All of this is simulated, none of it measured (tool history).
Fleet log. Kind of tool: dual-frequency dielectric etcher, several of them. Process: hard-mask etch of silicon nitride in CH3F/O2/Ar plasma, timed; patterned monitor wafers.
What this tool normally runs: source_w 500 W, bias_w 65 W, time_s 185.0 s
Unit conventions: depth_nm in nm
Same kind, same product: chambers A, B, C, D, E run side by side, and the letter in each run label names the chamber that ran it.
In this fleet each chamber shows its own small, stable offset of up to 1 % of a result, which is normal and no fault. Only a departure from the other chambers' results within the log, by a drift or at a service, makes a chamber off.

run,hour,source_w,bias_w,time_s,hours since the last wet clean,hours since the last source power generator calibration,hours since the last bias power generator calibration,"read-back reference wafer on the same gauge, depth_nm",depth_nm
1A,3.1,500,65,185.0,363.2,1312.1,3522.5,143.99,136.020
2C,6.7,500,65,185.0,337.8,2424.0,1348.0,143.94,135.110
3D,11.2,500,65,185.0,550.4,2727.9,1003.9,143.89,135.690
4E,16.5,500,65,185.0,502.3,623.0,1034.5,143.84,135.280
5B,19.0,500,65,185.0,309.3,2625.1,88.4,143.95,137.280
# hour 19.4: chamber D: wet clean of the chamber
6C,24.5,500,65,185.0,355.6,2441.8,1365.8,143.86,135.060
7E,29.7,500,65,185.0,515.5,636.2,1047.7,143.81,135.710
8D,33.6,500,65,185.0,14.2,2750.3,1026.3,143.76,135.660
9B,37.6,500,65,185.0,327.9,2643.7,107.0,143.76,137.100
10A,42.6,500,65,185.0,402.7,1351.6,3562.0,143.70,136.360
11A,46.0,500,65,185.0,406.1,1355.0,3565.4,143.64,136.470
# hour 48.4: chamber B: source power generator calibrated
12E,51.7,500,65,185.0,537.5,658.2,1069.7,143.60,135.440
13B,57.3,500,65,185.0,347.6,9.0,126.7,143.60,137.440
14C,60.4,500,65,185.0,391.5,2477.7,1401.7,143.52,134.290
15D,64.2,500,65,185.0,44.8,2780.9,1056.9,143.54,135.530
16C,68.4,500,65,185.0,399.5,2485.7,1409.7,143.57,134.450
17E,74.0,500,65,185.0,559.8,680.5,1092.0,143.50,135.440
18B,78.7,500,65,185.0,369.0,30.4,148.1,143.46,136.890
19D,83.1,500,65,185.0,63.7,2799.8,1075.8,143.42,135.360
20A,87.5,500,65,185.0,447.6,1396.5,3606.9,143.35,136.060
# hour 88.6: chamber E: wet clean of the chamber
21C,91.4,500,65,185.0,422.5,2508.7,1432.7,143.34,134.660
22A,96.0,500,57,133.5,456.1,1405.0,3615.4,143.32,93.881
23D,101.3,500,57,133.5,81.9,2818.0,1094.0,143.26,93.510
24E,106.6,500,57,133.5,18.1,713.1,1124.6,143.19,93.400
25B,110.8,500,57,133.5,401.1,62.5,180.2,143.18,94.376
26C,116.4,500,57,133.5,447.5,2533.7,1457.7,143.21,92.836
27D,120.6,500,65,185.0,101.2,2837.3,1113.3,143.14,135.370
28B,123.5,500,65,185.0,413.8,75.2,192.9,143.15,136.270
29E,126.3,500,65,185.0,37.8,732.8,1144.3,143.18,134.740
30A,131.4,500,65,185.0,491.5,1440.4,3650.8,143.11,135.600
31D,135.7,500,53,133.5,116.3,2852.4,1128.4,143.11,91.083

Next, every chamber runs the same settings. What will each give?
32A,139.9,500,65,218.5,,,,,?
32B,139.9,500,65,218.5,,,,,?
32C,139.9,500,65,218.5,,,,,?
32D,139.9,500,65,218.5,,,,,?
32E,139.9,500,65,218.5,,,,,?

run,depth_nm
32A,160.380
32B,161.290
32C,158.390
32D,159.240
32E,159.510
